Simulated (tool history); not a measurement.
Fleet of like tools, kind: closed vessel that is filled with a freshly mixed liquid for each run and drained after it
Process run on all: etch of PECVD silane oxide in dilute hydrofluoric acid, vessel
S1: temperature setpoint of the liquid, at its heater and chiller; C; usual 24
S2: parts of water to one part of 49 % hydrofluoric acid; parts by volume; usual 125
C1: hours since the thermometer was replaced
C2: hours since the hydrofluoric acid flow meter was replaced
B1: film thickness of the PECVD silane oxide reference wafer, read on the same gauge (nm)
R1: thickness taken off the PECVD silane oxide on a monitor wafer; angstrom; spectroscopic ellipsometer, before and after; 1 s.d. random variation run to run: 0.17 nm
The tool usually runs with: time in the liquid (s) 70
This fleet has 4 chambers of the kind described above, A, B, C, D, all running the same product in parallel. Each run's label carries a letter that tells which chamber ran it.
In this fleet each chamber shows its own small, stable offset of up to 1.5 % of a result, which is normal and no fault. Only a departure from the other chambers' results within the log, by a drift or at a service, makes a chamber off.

{"run": "1A", "hour": 7.7, "S1": 24, "S2": 125, "time in the liquid (s)": 70, "C1": 1006.1, "C2": 1797.3, "B1": 59.993, "R1": 174.07}
{"run": "2D", "hour": 14.3, "S1": 24, "S2": 125, "time in the liquid (s)": 70, "C1": 177.7, "C2": 36.2, "B1": 59.995, "R1": 176.53}
{"run": "3C", "hour": 22.2, "S1": 24, "S2": 125, "time in the liquid (s)": 70, "C1": 50.9, "C2": 551.1, "B1": 60.007, "R1": 172.81}
{"run": "4B", "hour": 34.1, "S1": 24, "S2": 125, "time in the liquid (s)": 70, "C1": 2155.3, "C2": 1211.6, "B1": 60.02, "R1": 177.92}
{"run": "5A", "hour": 43.7, "S1": 24, "S2": 125, "time in the liquid (s)": 70, "C1": 1042.1, "C2": 1833.3, "B1": 59.996, "R1": 173.68}
{"run": "6D", "hour": 53.2, "S1": 24, "S2": 125, "time in the liquid (s)": 70, "C1": 216.6, "C2": 75.1, "B1": 60.035, "R1": 176.29}
{"run": "7B", "hour": 59.5, "S1": 24, "S2": 125, "time in the liquid (s)": 70, "C1": 2180.7, "C2": 1237.0, "B1": 59.973, "R1": 174.48}
{"run": "8C", "hour": 69.7, "S1": 24, "S2": 125, "time in the liquid (s)": 70, "C1": 98.4, "C2": 598.6, "B1": 60.03, "R1": 172.82}
{"run": "9C", "hour": 75.8, "S1": 28, "S2": 125, "time in the liquid (s)": 70, "C1": 104.5, "C2": 604.7, "B1": 59.995, "R1": 202.74}
{"run": "10A", "hour": 88.3, "S1": 28, "S2": 125, "time in the liquid (s)": 70, "C1": 1086.7, "C2": 1877.9, "B1": 59.968, "R1": 206.23}
{"run": "11D", "hour": 95.4, "S1": 28, "S2": 125, "time in the liquid (s)": 70, "C1": 258.8, "C2": 117.3, "B1": 59.97, "R1": 203.03}
{"run": "12B", "hour": 102.7, "S1": 28, "S2": 125, "time in the liquid (s)": 70, "C1": 2223.9, "C2": 1280.2, "B1": 60.005, "R1": 207.38}
{"run": "13A", "hour": 113.4, "S1": 24, "S2": 125, "time in the liquid (s)": 70, "C1": 1111.8, "C2": 1903.0, "B1": 60.007, "R1": 174.68}
{"run": "14B", "hour": 125.3, "S1": 24, "S2": 125, "time in the liquid (s)": 70, "C1": 2246.5, "C2": 1302.8, "B1": 59.953, "R1": 177.35}
{"run": "15C", "hour": 137.2, "S1": 24, "S2": 125, "time in the liquid (s)": 70, "C1": 165.9, "C2": 666.1, "B1": 59.981, "R1": 176.77}
{"run": "16D", "hour": 144.3, "S1": 24, "S2": 125, "time in the liquid (s)": 70, "C1": 307.7, "C2": 166.2, "B1": 60.036, "R1": 176.34}
{"hour": 150.8, "done": "chamber C: hydrofluoric acid flow meter replaced"}
{"run": "17C", "hour": 155.6, "S1": 24, "S2": 125, "time in the liquid (s)": 70, "C1": 184.3, "C2": 4.9, "B1": 60.003, "R1": 172.86}
{"run": "18B", "hour": 167.1, "S1": 24, "S2": 125, "time in the liquid (s)": 70, "C1": 2288.3, "C2": 1344.6, "B1": 59.979, "R1": 176.31}
{"run": "19D", "hour": 178.4, "S1": 26, "S2": 125, "time in the liquid (s)": 70, "C1": 341.8, "C2": 200.3, "B1": 60.037, "R1": 192.8}
{"run": "20A", "hour": 191.1, "S1": 26, "S2": 125, "time in the liquid (s)": 70, "C1": 1189.5, "C2": 1980.7, "B1": 59.974, "R1": 189.68}
{"run": "21D", "hour": 204.3, "S1": 26, "S2": 125, "time in the liquid (s)": 70, "C1": 367.7, "C2": 226.2, "B1": 59.97, "R1": 191.72}
{"run": "22C", "hour": 210.4, "S1": 26, "S2": 125, "time in the liquid (s)": 70, "C1": 239.1, "C2": 59.7, "B1": 60.009, "R1": 187.23}
{"run": "23A", "hour": 217.1, "S1": 24, "S2": 125, "time in the liquid (s)": 70, "C1": 1215.5, "C2": 2006.7, "B1": 59.966, "R1": 177.06}
{"run": "24B", "hour": 225.1, "S1": 24, "S2": 125, "time in the liquid (s)": 70, "C1": 2346.3, "C2": 1402.6, "B1": 59.977, "R1": 176.05}
{"run": "25A", "hour": 235.6, "S1": 24, "S2": 125, "time in the liquid (s)": 70, "C1": 1234.0, "C2": 2025.2, "B1": 60.015, "R1": 176.91}
{"run": "26B", "hour": 247.7, "S1": 24, "S2": 125, "time in the liquid (s)": 70, "C1": 2368.9, "C2": 1425.2, "B1": 59.963, "R1": 174.55}
{"run": "27C", "hour": 254.6, "S1": 24, "S2": 125, "time in the liquid (s)": 70, "C1": 283.3, "C2": 103.9, "B1": 60.018, "R1": 171.96}
{"run": "28D", "hour": 263.7, "S1": 24, "S2": 125, "time in the liquid (s)": 70, "C1": 427.1, "C2": 285.6, "B1": 59.952, "R1": 177.05}
{"run": "29C", "hour": 272.4, "S1": 24, "S2": 125, "time in the liquid (s)": 70, "C1": 301.1, "C2": 121.7, "B1": 59.999, "R1": 174.17}
{"run": "30D", "hour": 282.8, "S1": 24, "S2": 125, "time in the liquid (s)": 70, "C1": 446.2, "C2": 304.7, "B1": 60.005, "R1": 174.78}
{"run": "31B", "hour": 293.0, "S1": 24, "S2": 125, "time in the liquid (s)": 90, "C1": 2414.2, "C2": 1470.5, "B1": 59.985, "R1": 230.03}
{"run": "32A", "hour": 306.7, "S1": 24, "S2": 125, "time in the liquid (s)": 90, "C1": 1305.1, "C2": 2096.3, "B1": 59.998, "R1": 225.2}
{"run": "33B", "hour": 319.8, "S1": 24, "S2": 125, "time in the liquid (s)": 90, "C1": 2441.0, "C2": 1497.3, "B1": 59.992, "R1": 229.46}
{"run": "34A", "hour": 327.9, "S1": 24, "S2": 125, "time in the liquid (s)": 90, "C1": 1326.3, "C2": 2117.5, "B1": 59.986, "R1": 223.91}
{"run": "35D", "hour": 339.8, "S1": 24, "S2": 125, "time in the liquid (s)": 70, "C1": 503.2, "C2": 361.7, "B1": 60.046, "R1": 178.96}
{"run": "36C", "hour": 348.7, "S1": 24, "S2": 125, "time in the liquid (s)": 70, "C1": 377.4, "C2": 198.0, "B1": 60.03, "R1": 174.48}
{"run": "37C", "hour": 359.6, "S1": 24, "S2": 125, "time in the liquid (s)": 70, "C1": 388.3, "C2": 208.9, "B1": 59.997, "R1": 172.67}
{"run": "38D", "hour": 372.3, "S1": 24, "S2": 125, "time in the liquid (s)": 70, "C1": 535.7, "C2": 394.2, "B1": 59.995, "R1": 173.57}
{"run": "39A", "hour": 383.9, "S1": 24, "S2": 125, "time in the liquid (s)": 90, "C1": 1382.3, "C2": 2173.5, "B1": 60.033, "R1": 226.06}
{"run": "40B", "hour": 396.6, "S1": 24, "S2": 125, "time in the liquid (s)": 90, "C1": 2517.8, "C2": 1574.1, "B1": 60.026, "R1": 231.09}
{"run": "41A", "hour": 410.1, "S1": 24, "S2": 125, "time in the liquid (s)": 90, "C1": 1408.5, "C2": 2199.7, "B1": 60.011, "R1": 226.91}
{"run": "42C", "hour": 421.7, "S1": 24, "S2": 125, "time in the liquid (s)": 90, "C1": 450.4, "C2": 271.0, "B1": 59.962, "R1": 225.92}
{"run": "43B", "hour": 432.8, "S1": 24, "S2": 125, "time in the liquid (s)": 70, "C1": 2554.0, "C2": 1610.3, "B1": 59.968, "R1": 175.92}

Is one chamber out of step, is the gauge drifting, or do the chambers differ by no more than their own small offsets? For an off chamber, give its letter and the likeliest cause.

Beyond each chamber's small constant offset nothing stands out, and the gauge stays steady.

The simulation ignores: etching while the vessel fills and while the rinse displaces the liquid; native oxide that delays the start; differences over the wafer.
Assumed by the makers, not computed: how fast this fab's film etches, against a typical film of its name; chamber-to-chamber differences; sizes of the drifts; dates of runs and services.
